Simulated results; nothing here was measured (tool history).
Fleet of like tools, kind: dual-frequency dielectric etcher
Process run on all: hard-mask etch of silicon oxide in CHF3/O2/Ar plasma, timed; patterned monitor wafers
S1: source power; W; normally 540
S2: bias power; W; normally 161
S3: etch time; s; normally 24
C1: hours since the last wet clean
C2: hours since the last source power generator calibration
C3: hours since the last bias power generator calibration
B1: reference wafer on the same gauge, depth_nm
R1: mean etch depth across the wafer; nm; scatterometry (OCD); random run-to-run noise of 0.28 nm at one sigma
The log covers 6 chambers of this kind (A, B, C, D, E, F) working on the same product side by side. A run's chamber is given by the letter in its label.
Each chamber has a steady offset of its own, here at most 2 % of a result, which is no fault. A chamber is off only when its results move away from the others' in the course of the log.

run,day,S1,S2,S3,C1,C2,C3,B1,R1
1A,0.5,540,161,24,30.2,126.2,2648.4,45.145,43.537
2B,0.762,540,161,24,485.4,3930.2,2489.6,45.121,44.468
3E,1.221,540,161,24,62.1,2391.2,545.6,45.107,43.112
4D,1.825,540,161,24,151.6,796.4,2365.2,45.094,43.841
5C,2.183,540,161,24,143.2,1051.3,377.2,45.156,43.607
6F,2.542,540,161,24,68,1460.7,997.7,45.144,44.063
7B,2.825,540,161,24,534.9,3979.7,2539.1,45.059,44.301
8D,3.108,540,161,24,182.4,827.2,2396,45.125,43.151
# day 3.142: chamber B: wet clean of the chamber
9A,3.454,540,161,24,101.1,197.1,2719.3,45.049,44.004
10F,4.033,540,161,24,103.8,1496.5,1033.5,45.064,43.926
11C,4.304,610,161,28.5,194.1,1102.2,428.1,45.143,54.455
12E,4.883,610,161,28.5,150,2479.1,633.5,45.095,54.099
13F,5.45,610,161,28.5,137.8,1530.5,1067.5,45.085,55.288
14B,6.025,610,161,28.5,69.2,4056.5,2615.9,45.137,55.309
15E,6.583,610,161,28.5,190.8,2519.9,674.3,45.128,55.013
16C,7.104,610,161,28.5,261.3,1169.4,495.3,45.047,53.631
17D,7.696,540,161,24,292.5,937.3,2506.1,45.028,43.858
18A,8.179,540,161,24,214.5,310.5,2832.7,45.155,43.367
19E,8.512,540,133,18,237.1,2566.2,720.6,45.157,31.18
20B,8.867,540,133,18,137.4,4124.7,2684.1,45.081,31.536
21A,9.183,540,133,18,238.6,334.6,2856.8,45.057,30.83
22D,9.579,540,133,18,337.7,982.5,2551.3,45.165,30.658
23C,9.983,540,133,18,330.4,1238.5,564.4,45.093,30.615
24F,10.525,540,133,18,259.6,1652.3,1189.3,45.12,31.127
25F,10.808,540,136,20.5,266.4,1659.1,1196.1,45.101,35.653
26C,11.112,540,136,20.5,357.5,1265.6,591.5,45.092,34.968
27D,11.521,540,136,20.5,384.3,1029.1,2597.9,45.045,35.445
28B,11.988,540,136,20.5,212.3,4199.6,2759,45.048,35.976
29E,12.288,540,136,20.5,327.7,2656.8,811.2,45.085,35.668
30A,12.575,540,136,20.5,320,416,2938.2,45.127,35.205
31D,12.967,540,161,24,419,1063.8,2632.6,45.156,43.57
32F,13.238,540,161,24,324.7,1717.4,1254.4,45.124,44.225
# day 13.758: chamber A: wet clean of the chamber
33C,13.842,540,161,24,423,1331.1,657,45.157,42.318
# day 13.962: chamber D: wet clean of the chamber
34E,14.146,540,161,24,372.3,2701.4,855.8,45.111,43.929
35B,14.608,540,161,24,275.2,4262.5,2821.9,45.098,44.772
36A,15.092,540,161,24,32.1,476.4,2998.6,45.11,43.369
# day 15.312: chamber E: source power generator calibrated
37A,15.671,540,161,24,46,490.3,3012.5,45.077,44.064
# day 16.029: chamber F: wet clean of the chamber
38E,16.1,540,161,24,419.2,19,902.7,45.113,43.69
39C,16.654,540,161,17.5,490.5,1398.6,724.5,45.146,31.123
40F,16.938,540,161,17.5,21.8,1806.2,1343.2,45.163,32.269
41B,17.512,540,161,17.5,344.9,4332.2,2891.6,45.147,32.158
42D,17.896,540,161,17.5,94.5,1182.1,2750.9,45.092,32.237
# day 18.021: chamber F: source power generator calibrated
43F,18.204,540,161,17.5,52.2,4.4,1373.6,45.1,32.305
44D,18.8,540,161,17.5,116.2,1203.8,2772.6,45.087,31.641

Does one chamber stand apart from the rest, does the shared gauge drift, or is all well apart from small per-chamber offsets? Give the chamber and the most likely cause, where there is one.

One chamber, C, drifts off from the rest bit by bit.
Likeliest cause: etch rate under this chamber's usual, % = 3.56.

Here are 4 candidates for chamber C's next run, each the usual settings with a change, their results left as question marks. Which one brings its results back in line with what the others give on the usual settings?
Allowed miss from the other chambers' usual-settings mean, per result, to count as in line: R1 0.97 nm
45C-1,19.238,540,161,26,,,,,?
45C-2,19.238,540,180,24,,,,,?
45C-3,19.238,530,159,22.5,,,,,?
45C-4,19.238,540,161,23,,,,,?

The other chambers' mean on the usual settings: R1 43.927 nm
run,R1
45C-1,46.045
45C-2,44.096
45C-3,39.4
45C-4,40.732
The answer is 45C-2, which returns the chamber to within the allowed miss of the others.

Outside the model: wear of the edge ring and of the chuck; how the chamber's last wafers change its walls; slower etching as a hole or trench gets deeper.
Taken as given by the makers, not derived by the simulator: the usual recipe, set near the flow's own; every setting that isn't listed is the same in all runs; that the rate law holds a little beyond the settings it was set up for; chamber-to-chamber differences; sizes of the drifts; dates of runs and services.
